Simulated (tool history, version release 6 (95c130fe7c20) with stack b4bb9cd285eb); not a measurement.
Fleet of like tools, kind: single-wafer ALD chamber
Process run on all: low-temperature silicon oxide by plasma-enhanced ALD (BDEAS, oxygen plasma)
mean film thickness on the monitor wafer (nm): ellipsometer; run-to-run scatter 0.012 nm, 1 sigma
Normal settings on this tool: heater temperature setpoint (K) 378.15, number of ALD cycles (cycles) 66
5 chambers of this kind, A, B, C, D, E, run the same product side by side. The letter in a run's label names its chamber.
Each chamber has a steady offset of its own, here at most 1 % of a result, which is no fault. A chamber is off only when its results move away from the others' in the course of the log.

run	hour	heater temperature setpoint (K)	number of ALD cycles (cycles)	hours since the last thermocouple change	read-back reference wafer on the same gauge, thickness_nm	mean film thickness on the monitor wafer (nm)
1C	3.1	378.15	66	1752.9	8.3008	9.2872
2D	6.9	378.15	66	2376.1	8.2981	9.2620
3E	10.7	378.15	66	1904.0	8.2962	9.3646
4A	15.5	378.15	66	1012.7	8.2965	9.2371
5B	18.9	378.15	66	951.7	8.2965	9.3185
6C	21.7	378.15	66	1771.5	8.2952	9.2689
7B	27.0	384.15	60	959.8	8.2943	8.4024
8E	31.0	384.15	60	1924.3	8.2922	8.4397
9A	35.1	384.15	60	1032.3	8.2903	8.3142
10D	40.8	384.15	60	2410.0	8.2867	8.3249
11C	46.8	384.15	60	1796.6	8.2885	8.3447
12B	50.2	378.15	66	983.0	8.2845	9.3319
13A	53.3	378.15	66	1050.5	8.2860	9.2672
14E	59.3	378.15	66	1952.6	8.2854	9.3632
15D	65.4	378.15	66	2434.6	8.2814	9.2594
16C	70.7	378.15	66	1820.5	8.2845	9.2623
17D	75.9	370.15	66	2445.1	8.2803	9.4545
18E	79.7	370.15	66	1973.0	8.2820	9.5418
19B	85.5	370.15	66	1018.3	8.2801	9.5315
20A	89.9	370.15	66	1087.1	8.2753	9.4251
21A	95.9	370.15	66	1093.1	8.2743	9.4635
22D	100.8	378.15	66	2470.0	8.2731	9.2440
23C	103.7	392.15	55	1853.5	8.2747	7.5177
24E	108.5	392.15	55	2001.8	8.2708	7.6074
25B	111.5	392.15	55	1044.3	8.2707	7.5490
26C	116.4	392.15	55	1866.2	8.2697	7.4951
27A	119.9	392.15	55	1117.1	8.2682	7.5084
28D	122.9	378.15	66	2492.1	8.2669	9.2504
29E	127.2	378.15	66	2020.5	8.2665	9.3682
30B	132.3	392.15	66	1065.1	8.2653	9.0717
31E	138.3	392.15	66	2031.6	8.2650	9.1087
32A	144.0	392.15	66	1141.2	8.2601	9.0076
33D	149.7	392.15	66	2518.9	8.2597	9.0016
34B	155.0	392.15	66	1087.8	8.2586	9.0720
35C	159.8	378.15	66	1909.6	8.2549	9.2360

Does one chamber stand apart from the rest, does the shared gauge drift, or is all well apart from small per-chamber offsets? Give the chamber and the most likely cause, where there is one.

The shared gauge is drifting. All chambers look as if they move in step, but none is off.
Cause: gauge reads low (%) = 0.515.

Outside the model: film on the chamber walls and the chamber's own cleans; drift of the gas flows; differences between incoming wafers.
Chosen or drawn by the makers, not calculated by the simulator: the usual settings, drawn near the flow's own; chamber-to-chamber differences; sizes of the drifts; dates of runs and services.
